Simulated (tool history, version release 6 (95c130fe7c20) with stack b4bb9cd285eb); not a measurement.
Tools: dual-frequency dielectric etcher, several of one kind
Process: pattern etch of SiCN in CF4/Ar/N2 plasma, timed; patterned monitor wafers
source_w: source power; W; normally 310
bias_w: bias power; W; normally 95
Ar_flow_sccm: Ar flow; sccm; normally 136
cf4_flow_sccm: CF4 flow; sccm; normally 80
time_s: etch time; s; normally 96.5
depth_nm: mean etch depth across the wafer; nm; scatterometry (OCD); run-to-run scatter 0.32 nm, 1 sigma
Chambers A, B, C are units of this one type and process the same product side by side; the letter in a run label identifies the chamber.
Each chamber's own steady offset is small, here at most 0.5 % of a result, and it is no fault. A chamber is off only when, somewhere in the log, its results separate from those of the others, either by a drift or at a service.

run  hour  source_w  bias_w  Ar_flow_sccm  cf4_flow_sccm  time_s  read-back reference wafer on the same gauge, depth_nm  depth_nm
 1B   2.2       310      95           136             80    96.5                                                 62.034    64.757
 2C   4.5       310      95           136             80    96.5                                                 62.017    64.166
 3A     7       310      95           136             80    96.5                                                 62.071    65.834
 4A  10.5       310      95           136             80    96.5                                                 61.992    65.162
 5B    13       310      95           136             80    96.5                                                 62.005    64.293
 6C  16.4       310      95           136             80    96.5                                                 61.999     64.98
 7C  19.7       310      95           136             80    96.5                                                 61.992    65.034
 8A  23.2       310      95           114             80    96.5                                                  61.97    66.224
 9B  26.5       310      95           114             80    96.5                                                 61.958    66.232
10C    30       310      95           114             80    96.5                                                 62.015    66.421
11A  34.1       310      95           136             80    96.5                                                 62.019    64.917
12B    37       310      95           136             80    96.5                                                  61.96    64.029
13B    39       310      95           136             80    96.5                                                 61.945    65.037
14C    43       380      95           136             80    96.5                                                 61.976    77.747
15A  47.2       380      95           136             80    96.5                                                 61.975    77.749
16B  50.2       380      95           136             80    96.5                                                 61.973    76.459
17C  52.9       310      95           136             80    96.5                                                 62.011    65.579
18A  54.9       310      95           136             80    96.5                                                 61.967    65.308
19C  57.2       310      95           136             80    96.5                                                 61.986    64.598
       59  -- chamber C: wet clean of the chamber
20A  59.2       310     111           136             80    96.5                                                 61.961     69.02
21B  61.9       310     111           136             80    96.5                                                 61.909    67.734
22C  64.6       310     111           136             80    96.5                                                 62.009    68.705
23B  67.3       310      95           136             80    96.5                                                 62.072    63.664
24A  71.1       310      95           136             80    96.5                                                 62.031    65.032
25A  74.5       310      95           136             80    96.5                                                 61.968    64.943
26C  78.3       310      95           136             80    96.5                                                 61.976     64.33

Predict what each chamber gives when all 3 of them run the settings below next.
27A  81.4       310      95           136             93    96.5                                                                ?
27B  81.4       310      95           136             93    96.5                                                                ?
27C  81.4       310      95           136             93    96.5                                                                ?

run  depth_nm
27A    66.574
27B    63.903
27C    66.141
